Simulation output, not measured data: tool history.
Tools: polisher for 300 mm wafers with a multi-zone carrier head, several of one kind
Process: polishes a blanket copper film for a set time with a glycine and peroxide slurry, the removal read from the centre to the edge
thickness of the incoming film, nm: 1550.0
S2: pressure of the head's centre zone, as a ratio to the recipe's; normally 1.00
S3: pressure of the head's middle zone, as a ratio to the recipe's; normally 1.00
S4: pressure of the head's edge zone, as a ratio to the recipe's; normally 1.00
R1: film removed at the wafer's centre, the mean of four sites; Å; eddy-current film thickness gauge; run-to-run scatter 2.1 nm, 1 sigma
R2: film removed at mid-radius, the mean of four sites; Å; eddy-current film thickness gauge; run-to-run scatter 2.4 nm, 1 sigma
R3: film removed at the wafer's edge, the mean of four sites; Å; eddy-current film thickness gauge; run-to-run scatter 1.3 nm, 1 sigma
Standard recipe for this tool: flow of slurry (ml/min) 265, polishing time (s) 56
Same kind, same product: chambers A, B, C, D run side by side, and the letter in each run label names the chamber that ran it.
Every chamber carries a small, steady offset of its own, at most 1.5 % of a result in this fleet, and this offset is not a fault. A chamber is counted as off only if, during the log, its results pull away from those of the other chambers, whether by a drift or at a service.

{"run": "1A", "hour": 10.0, "flow of slurry (ml/min)": 265, "S2": 1.0, "S3": 1.0, "S4": 1.0, "polishing time (s)": 56, "R1": 1934.7, "R2": 1899.0, "R3": 1907.8}
{"run": "2C", "hour": 21.3, "flow of slurry (ml/min)": 265, "S2": 1.0, "S3": 1.0, "S4": 1.0, "polishing time (s)": 56, "R1": 1890.2, "R2": 1897.1, "R3": 1896.2}
{"run": "3B", "hour": 30.7, "flow of slurry (ml/min)": 265, "S2": 1.0, "S3": 1.0, "S4": 1.0, "polishing time (s)": 56, "R1": 1903.7, "R2": 1886.7, "R3": 1898.1}
{"hour": 32.2, "done": "chamber C: worn pad replaced by a new one"}
{"run": "4D", "hour": 39.2, "flow of slurry (ml/min)": 265, "S2": 1.0, "S3": 1.0, "S4": 1.0, "polishing time (s)": 56, "R1": 1884.8, "R2": 1849.9, "R3": 1892.3}
{"run": "5B", "hour": 46.9, "flow of slurry (ml/min)": 265, "S2": 1.0, "S3": 1.0, "S4": 1.0, "polishing time (s)": 56, "R1": 1928.8, "R2": 1858.7, "R3": 1928.3}
{"hour": 56.5, "done": "chamber B: worn pad replaced by a new one"}
{"run": "6A", "hour": 57.2, "flow of slurry (ml/min)": 265, "S2": 1.0, "S3": 1.0, "S4": 1.09, "polishing time (s)": 43, "R1": 1479.1, "R2": 1479.1, "R3": 1561.6}
{"run": "7D", "hour": 63.9, "flow of slurry (ml/min)": 265, "S2": 1.0, "S3": 1.0, "S4": 1.09, "polishing time (s)": 43, "R1": 1468.6, "R2": 1417.2, "R3": 1529.6}
{"run": "8C", "hour": 70.7, "flow of slurry (ml/min)": 265, "S2": 1.0, "S3": 1.0, "S4": 1.09, "polishing time (s)": 43, "R1": 1445.2, "R2": 1459.0, "R3": 1527.5}
{"run": "9A", "hour": 82.1, "flow of slurry (ml/min)": 265, "S2": 1.0, "S3": 1.0, "S4": 1.09, "polishing time (s)": 43, "R1": 1507.1, "R2": 1452.6, "R3": 1541.5}
{"run": "10D", "hour": 93.5, "flow of slurry (ml/min)": 265, "S2": 1.0, "S3": 1.0, "S4": 1.0, "polishing time (s)": 56, "R1": 1861.4, "R2": 1874.3, "R3": 1860.2}
{"run": "11C", "hour": 106.8, "flow of slurry (ml/min)": 265, "S2": 1.0, "S3": 1.0, "S4": 1.0, "polishing time (s)": 56, "R1": 1936.4, "R2": 1922.9, "R3": 1894.3}
{"hour": 108.3, "done": "chamber D: slurry nozzle cleaned"}
{"run": "12B", "hour": 113.1, "flow of slurry (ml/min)": 265, "S2": 1.06, "S3": 0.95, "S4": 1.0, "polishing time (s)": 56, "R1": 2016.6, "R2": 1818.2, "R3": 1910.0}
{"run": "13B", "hour": 120.0, "flow of slurry (ml/min)": 265, "S2": 1.06, "S3": 0.95, "S4": 1.0, "polishing time (s)": 56, "R1": 2060.3, "R2": 1796.0, "R3": 1897.9}
{"hour": 127.7, "done": "chamber A: slurry nozzle cleaned"}
{"run": "14A", "hour": 128.9, "flow of slurry (ml/min)": 265, "S2": 1.06, "S3": 0.95, "S4": 1.0, "polishing time (s)": 56, "R1": 2077.2, "R2": 1837.0, "R3": 1922.1}
{"run": "15C", "hour": 141.1, "flow of slurry (ml/min)": 265, "S2": 1.06, "S3": 0.95, "S4": 1.0, "polishing time (s)": 56, "R1": 2028.4, "R2": 1797.0, "R3": 1913.0}
{"run": "16D", "hour": 147.9, "flow of slurry (ml/min)": 265, "S2": 1.0, "S3": 1.0, "S4": 1.0, "polishing time (s)": 56, "R1": 1830.7, "R2": 1874.9, "R3": 1859.6}
{"run": "17B", "hour": 154.5, "flow of slurry (ml/min)": 350, "S2": 0.91, "S3": 1.0, "S4": 1.0, "polishing time (s)": 56, "R1": 1775.4, "R2": 1933.6, "R3": 1944.3}
{"hour": 155.6, "done": "chamber A: edge zone pressure recalibrated"}
{"hour": 161.1, "done": "chamber C: edge zone pressure recalibrated"}
{"hour": 164.9, "done": "chamber A: worn pad replaced by a new one"}
{"run": "18A", "hour": 166.9, "flow of slurry (ml/min)": 350, "S2": 0.91, "S3": 1.0, "S4": 1.0, "polishing time (s)": 56, "R1": 1781.7, "R2": 1973.7, "R3": 1949.6}
{"run": "19C", "hour": 176.4, "flow of slurry (ml/min)": 350, "S2": 0.91, "S3": 1.0, "S4": 1.0, "polishing time (s)": 56, "R1": 1777.8, "R2": 1986.6, "R3": 1952.0}
{"run": "20D", "hour": 183.2, "flow of slurry (ml/min)": 350, "S2": 0.91, "S3": 1.0, "S4": 1.0, "polishing time (s)": 56, "R1": 1666.2, "R2": 1868.3, "R3": 1853.2}
{"run": "21A", "hour": 195.0, "flow of slurry (ml/min)": 265, "S2": 1.0, "S3": 1.0, "S4": 1.0, "polishing time (s)": 56, "R1": 1965.9, "R2": 1918.7, "R3": 1947.6}
{"run": "22C", "hour": 203.7, "flow of slurry (ml/min)": 265, "S2": 1.0, "S3": 1.0, "S4": 1.0, "polishing time (s)": 56, "R1": 1905.6, "R2": 1942.7, "R3": 1907.4}
{"hour": 210.9, "done": "chamber C: worn pad replaced by a new one"}
{"run": "23B", "hour": 215.6, "flow of slurry (ml/min)": 265, "S2": 1.0, "S3": 1.0, "S4": 1.0, "polishing time (s)": 56, "R1": 1941.7, "R2": 1918.4, "R3": 1896.8}
{"hour": 225.8, "done": "chamber B: slurry nozzle cleaned"}
{"run": "24D", "hour": 226.2, "flow of slurry (ml/min)": 265, "S2": 1.0, "S3": 1.0, "S4": 1.0, "polishing time (s)": 56, "R1": 1838.4, "R2": 1781.1, "R3": 1789.6}
{"hour": 228.3, "done": "chamber C: slurry nozzle cleaned"}
{"run": "25B", "hour": 235.7, "flow of slurry (ml/min)": 265, "S2": 1.0, "S3": 1.0, "S4": 1.0, "polishing time (s)": 56, "R1": 1902.4, "R2": 1920.6, "R3": 1892.5}
{"run": "26A", "hour": 246.8, "flow of slurry (ml/min)": 265, "S2": 1.0, "S3": 1.0, "S4": 0.91, "polishing time (s)": 56, "R1": 1937.3, "R2": 1887.0, "R3": 1822.6}
{"run": "27C", "hour": 252.7, "flow of slurry (ml/min)": 265, "S2": 1.0, "S3": 1.0, "S4": 0.91, "polishing time (s)": 56, "R1": 1880.1, "R2": 1949.9, "R3": 1809.8}
{"hour": 262.5, "done": "chamber C: centre zone pressure recalibrated"}
{"run": "28D", "hour": 265.4, "flow of slurry (ml/min)": 265, "S2": 1.0, "S3": 1.0, "S4": 0.91, "polishing time (s)": 56, "R1": 1787.4, "R2": 1797.7, "R3": 1686.1}
{"run": "29D", "hour": 273.0, "flow of slurry (ml/min)": 265, "S2": 1.0, "S3": 1.0, "S4": 0.91, "polishing time (s)": 56, "R1": 1772.8, "R2": 1789.2, "R3": 1667.7}
{"hour": 278.1, "done": "chamber B: worn pad replaced by a new one"}
{"run": "30C", "hour": 279.8, "flow of slurry (ml/min)": 265, "S2": 1.0, "S3": 1.0, "S4": 1.0, "polishing time (s)": 56, "R1": 1890.1, "R2": 1925.8, "R3": 1929.5}
{"run": "31A", "hour": 291.1, "flow of slurry (ml/min)": 265, "S2": 1.0, "S3": 1.0, "S4": 1.0, "polishing time (s)": 56, "R1": 1944.7, "R2": 1938.5, "R3": 1917.7}
{"run": "32B", "hour": 304.0, "flow of slurry (ml/min)": 265, "S2": 1.0, "S3": 1.0, "S4": 1.0, "polishing time (s)": 56, "R1": 1916.1, "R2": 1913.5, "R3": 1920.7}
{"run": "33C", "hour": 313.3, "flow of slurry (ml/min)": 265, "S2": 1.0, "S3": 1.0, "S4": 1.0, "polishing time (s)": 56, "R1": 1918.7, "R2": 1915.1, "R3": 1901.4}

Read the log: is a single chamber off, either drifting away or since a service, is the gauge that measures every chamber drifting, or is nothing wrong beyond small per-chamber offsets? Name any odd chamber and what most likely caused it.

It is chamber D that slowly wanders off from its peers.
Most likely cause: removal rate lost through wear of the pad, % = 9.31.

Chamber D could run next with any of the 4 candidate recipes listed below; each alters the usual settings, and their results appear as question marks. Which one brings its results back in line with what the other chambers deliver on the usual settings?
Maximum distance from the other chambers' mean on the usual settings for a result to count as in line: R1 74.0 Å; R2 82.0 Å; R3 45.0 Å
{"run": "34D-1", "hour": 323.0, "flow of slurry (ml/min)": 265, "S2": 1.0, "S3": 1.0, "S4": 0.99, "polishing time (s)": 51, "R1": "?", "R2": "?", "R3": "?"}
{"run": "34D-2", "hour": 323.0, "flow of slurry (ml/min)": 270, "S2": 0.99, "S3": 0.99, "S4": 1.02, "polishing time (s)": 68, "R1": "?", "R2": "?", "R3": "?"}
{"run": "34D-3", "hour": 323.0, "flow of slurry (ml/min)": 260, "S2": 1.01, "S3": 1.01, "S4": 0.98, "polishing time (s)": 46, "R1": "?", "R2": "?", "R3": "?"}
{"run": "34D-4", "hour": 323.0, "flow of slurry (ml/min)": 265, "S2": 1.0, "S3": 1.0, "S4": 1.01, "polishing time (s)": 62, "R1": "?", "R2": "?", "R3": "?"}

Average result of the remaining chambers running the usual settings: R1 1915.9 Å; R2 1912.9 Å; R3 1913.3 Å
run=34D-1 R1=1598.6 R2=1591.0 R3=1566.2
run=34D-2 R1=2112.5 R2=2106.5 R3=2125.0
run=34D-3 R1=1454.5 R2=1444.9 R3=1402.6
run=34D-4 R1=1943.4 R2=1934.1 R3=1924.1
With 34D-4, the chamber falls back in line with the rest.
